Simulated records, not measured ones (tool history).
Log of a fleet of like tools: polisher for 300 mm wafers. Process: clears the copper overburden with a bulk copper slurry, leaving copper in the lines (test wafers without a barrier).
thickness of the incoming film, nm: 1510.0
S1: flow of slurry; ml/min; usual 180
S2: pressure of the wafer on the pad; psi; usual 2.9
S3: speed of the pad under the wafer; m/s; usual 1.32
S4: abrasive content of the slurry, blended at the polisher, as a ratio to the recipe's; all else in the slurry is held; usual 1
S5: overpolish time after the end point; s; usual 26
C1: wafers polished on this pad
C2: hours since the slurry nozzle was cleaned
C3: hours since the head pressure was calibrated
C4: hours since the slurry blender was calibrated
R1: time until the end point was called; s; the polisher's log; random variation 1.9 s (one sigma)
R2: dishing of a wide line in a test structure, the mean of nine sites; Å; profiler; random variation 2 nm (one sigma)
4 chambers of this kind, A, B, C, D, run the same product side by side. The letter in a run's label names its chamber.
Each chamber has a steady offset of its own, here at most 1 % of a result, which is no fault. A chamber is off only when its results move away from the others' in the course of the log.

run,hour,S1,S2,S3,S4,S5,C1,C2,C3,C4,R1,R2
# hour 6.9: chamber A: slurry nozzle cleaned
1C,9.3,180,2.9,1.32,1,26,365,281.9,794,95.2,99.968,1048.2
# hour 14.9: chamber D: worn pad replaced by a new one
2B,18,180,2.9,1.32,1,26,324,91,1383.4,405.3,99.765,1031.1
3A,28.6,180,2.9,1.32,1,26,461,21.8,356.5,174.2,99.641,1043.7
4D,35.9,180,2.9,1.32,1,26,167,293.8,516.2,129.3,102.05,1044.7
# hour 42.5: chamber C: slurry nozzle cleaned
5D,44.3,180,2.9,1.32,1,26,234,302.2,524.6,137.7,100.15,1021.4
6C,51.1,180,2.9,1.32,1,26,698,8.6,835.8,137,97.521,1022.4
# hour 51.2: chamber A: worn pad replaced by a new one
# hour 61.4: chamber C: worn pad replaced by a new one
7B,62.8,180,2.9,1.32,1,26,681,135.8,1428.2,450.1,101.34,1012.1
8A,72.8,180,2.9,1.46,1,26,172,66,400.7,218.4,94.686,1027.1
# hour 75.4: chamber A: slurry blender recalibrated
9C,78.7,180,2.9,1.46,1,26,138,36.2,863.4,164.6,92.531,1042.4
# hour 81.3: chamber B: slurry blender recalibrated
10B,86.9,180,2.9,1.46,1,26,873,159.9,1452.3,5.6,89.218,988.94
11A,96.1,180,2.9,1.46,1,26,358,89.3,424,20.8,90.953,1036
12D,106,180,2.9,1.32,1,26,726,363.9,586.3,199.4,102.7,1028.2
# hour 113.6: chamber A: head pressure recalibrated
13A,117.3,180,2.9,1.32,1,26,527,110.5,3.8,42,91.897,1061.1
# hour 119.2: chamber B: worn pad replaced by a new one
# hour 120.8: chamber D: worn pad replaced by a new one
14B,123.5,180,2.9,1.32,1,26,34,196.5,1488.9,42.2,102.7,1020.3
# hour 126.6: chamber A: worn pad replaced by a new one
15C,134.3,180,2.9,1.32,1,26,582,91.8,919,220.2,98.845,978.27
# hour 139.9: chamber B: head pressure recalibrated
16D,146,180,2.9,1.32,1,26,201,403.9,626.3,239.4,106.45,1057.5
17C,154.5,180,2.9,1.32,1,26,743,112,939.2,240.4,102.43,1032.2
18A,161.2,180,2.9,1.32,1,26,276,154.4,47.7,85.9,90.919,1081.7
# hour 169.2: chamber C: worn pad replaced by a new one
19D,172.9,180,2.9,1.32,1,26,415,430.8,653.2,266.3,103.18,1029.9
# hour 173.3: chamber C: head pressure recalibrated
# hour 179.4: chamber C: slurry blender recalibrated
20B,183.3,180,2.5,1.32,1,39,511,256.3,43.5,102,116.94,993.5
21B,190.5,180,2.5,1.32,1,39,569,263.5,50.7,109.2,119.65,981.5
22C,195.9,180,2.5,1.32,1,39,213,153.4,22.6,16.5,117.02,1031.2
# hour 196.6: chamber A: worn pad replaced by a new one
23D,205.9,180,2.5,1.32,1,39,679,463.8,686.2,299.3,118.04,1027.8
24A,214.5,180,2.9,1,1,26,143,207.7,101,139.2,118.69,998.71
25C,221.2,180,2.9,1,1,26,415,178.7,47.9,41.8,132.95,964.83
26B,228,180,2.9,1,1,26,868,301,88.2,146.7,132.04,957.86
27A,240,180,2.9,1,1,26,346,233.2,126.5,164.7,120.36,1021.8
# hour 240.8: chamber B: worn pad replaced by a new one
# hour 248.5: chamber D: slurry blender recalibrated
28D,251.4,180,2.2,1.32,1,26,1042,509.3,731.7,2.9,133.13,926.12
29B,259.7,180,2.2,1.32,1,26,151,332.7,119.9,178.4,134.59,926.92

Next, every chamber runs the same settings. What will each give?
30A,268.5,180,2.3,1.32,1,26,,,,,?,?
30B,268.5,180,2.3,1.32,1,26,,,,,?,?
30C,268.5,180,2.3,1.32,1,26,,,,,?,?
30D,268.5,180,2.3,1.32,1,26,,,,,?,?

run,R1,R2
30A,115.08,992.04
30B,127.72,908.65
30C,124.91,912.5
30D,125.31,921.07
